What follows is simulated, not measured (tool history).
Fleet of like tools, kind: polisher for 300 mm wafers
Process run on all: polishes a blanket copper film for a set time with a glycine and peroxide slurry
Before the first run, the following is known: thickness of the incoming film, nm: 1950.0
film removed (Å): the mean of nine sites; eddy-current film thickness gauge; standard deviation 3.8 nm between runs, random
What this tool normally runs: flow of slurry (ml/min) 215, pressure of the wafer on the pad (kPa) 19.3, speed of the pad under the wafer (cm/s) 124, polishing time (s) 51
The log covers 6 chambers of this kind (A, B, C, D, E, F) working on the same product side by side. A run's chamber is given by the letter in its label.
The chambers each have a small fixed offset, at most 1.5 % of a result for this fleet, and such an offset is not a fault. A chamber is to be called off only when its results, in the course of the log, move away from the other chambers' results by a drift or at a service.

run,day,flow of slurry (ml/min),pressure of the wafer on the pad (kPa),speed of the pad under the wafer (cm/s),polishing time (s),wafers polished on this pad,hours since the slurry nozzle was cleaned,hours since the head pressure was calibrated,film removed (Å)
# day 0.071: chamber B: worn pad replaced by a new one
# day 0.225: chamber E: worn pad replaced by a new one
1F,0.488,215,19.3,124,51,493,325.4,805.3,3983.6
2A,0.946,215,19.3,124,51,485,245.8,54.5,4074.2
3D,1.392,215,19.3,124,51,541,39.8,1251.8,4018.2
4B,1.646,215,19.3,124,51,437,227.3,298.8,4015.8
5C,1.904,215,19.3,124,51,934,324.8,647.8,3978.8
# day 2.212: chamber A: worn pad replaced by a new one
6E,2.404,215,19.3,124,51,604,93.6,404.6,3957.2
7D,2.712,215,13.8,140,51,907,71.5,1283.5,3323.0
8B,3.117,215,13.8,140,51,844,262.6,334.1,3365.2
# day 3.129: chamber C: worn pad replaced by a new one
# day 3.162: chamber E: worn pad replaced by a new one
# day 3.446: chamber F: worn pad replaced by a new one
9E,3.488,215,13.8,140,51,90,119.6,430.6,3395.1
10C,3.883,215,13.8,140,51,209,372.3,695.3,3266.9
11F,4.183,215,13.8,140,51,204,414.1,894.0,3384.6
# day 4.575: chamber D: worn pad replaced by a new one
# day 4.667: chamber B: worn pad replaced by a new one
12A,4.671,215,13.8,140,51,681,335.2,143.9,3383.8
# day 4.867: chamber A: worn pad replaced by a new one
13D,5.083,215,19.3,124,51,141,128.4,1340.4,4000.3
14A,5.412,215,19.3,124,51,151,353.0,161.7,4046.6
15B,5.850,215,19.3,124,51,328,328.2,399.7,4017.0
# day 6.246: chamber A: slurry nozzle cleaned
16C,6.392,215,19.3,124,51,904,432.5,755.5,3927.6
# day 6.579: chamber E: worn pad replaced by a new one
# day 6.579: chamber C: slurry nozzle cleaned
17F,6.717,215,19.3,124,51,906,474.9,954.8,3979.7
18E,7.058,215,19.3,124,51,132,205.3,516.3,3968.5
# day 7.229: chamber C: worn pad replaced by a new one
# day 7.354: chamber D: head pressure recalibrated
19C,7.529,215,19.3,124,51,83,22.8,782.8,3968.1
# day 7.646: chamber F: head pressure recalibrated
20F,7.879,215,19.3,124,51,1228,502.8,5.7,3797.6
# day 7.938: chamber A: worn pad replaced by a new one
# day 8.150: chamber F: worn pad replaced by a new one
21D,8.358,215,19.3,124,51,1048,207.0,24.2,4013.9
# day 8.454: chamber B: worn pad replaced by a new one
# day 8.612: chamber E: slurry nozzle cleaned
22B,8.612,215,19.3,124,51,44,394.5,466.0,3991.4
23E,9.029,215,19.3,124,51,678,10.0,563.6,4015.6
# day 9.142: chamber D: worn pad replaced by a new one
24A,9.467,215,19.3,124,51,423,77.3,259.0,4127.1
25F,9.854,215,19.3,124,51,472,550.2,53.1,3746.3
26D,10.304,215,19.3,124,51,322,253.7,70.9,4007.4
# day 10.333: chamber E: worn pad replaced by a new one
# day 10.721: chamber A: worn pad replaced by a new one
27A,10.862,215,19.3,124,51,39,110.8,292.5,4105.3
28C,11.262,215,19.3,124,51,1117,112.4,872.4,3978.8
# day 11.321: chamber C: worn pad replaced by a new one
29E,11.538,215,19.3,124,51,333,70.2,623.8,4006.7
30B,12.088,215,19.3,124,51,1007,477.9,549.4,4082.2
31E,12.392,215,19.3,124,51,570,90.7,644.3,3958.7
# day 12.612: chamber F: worn pad replaced by a new one
32B,12.729,215,19.3,124,51,1185,493.3,564.8,4052.6
33A,13.183,215,19.3,124,51,682,166.5,348.2,4108.0
# day 13.325: chamber A: worn pad replaced by a new one
34D,13.592,215,19.3,124,51,1233,332.6,149.8,4040.6
35C,13.871,215,19.3,124,51,707,175.0,935.0,4037.8
# day 14.100: chamber F: slurry nozzle cleaned
36F,14.288,215,19.3,124,51,464,4.6,159.5,3761.7
37D,14.688,215,19.3,124,51,1537,358.9,176.1,4098.9
38A,15.112,215,23.4,104,51,496,212.8,394.5,4088.5

Decide between three cases: one chamber stands off from its peers, the gauge reading all wafers drifts, or nothing is wrong past each chamber's small offset. Where a chamber is off, say which and what most likely put it there.

Chamber F has stood off from the others ever since a service on it.
Most likely cause: head's pressure below its setpoint, % = 8.06.

Which of the 4 candidates below, each the usual settings with something changed and its results left as question marks, puts chamber F back in line with what the other chambers give on the usual settings?
To be in line, a result may differ from the other chambers' mean on the usual settings by at most: film removed (Å) 130.0
39F-1,15.512,215,18.6,120,50,,,,?
39F-2,15.512,215,19.3,132,55,,,,?
39F-3,15.512,215,19.3,106,51,,,,?
39F-4,15.512,215,19.3,124,55,,,,?

On the usual settings, the other chambers give on average: film removed (Å) 4009.9
run,film removed (Å)
39F-1,3445.2
39F-2,4237.5
39F-3,3264.0
39F-4,4016.7
With 39F-4, the chamber falls back in line with the rest.

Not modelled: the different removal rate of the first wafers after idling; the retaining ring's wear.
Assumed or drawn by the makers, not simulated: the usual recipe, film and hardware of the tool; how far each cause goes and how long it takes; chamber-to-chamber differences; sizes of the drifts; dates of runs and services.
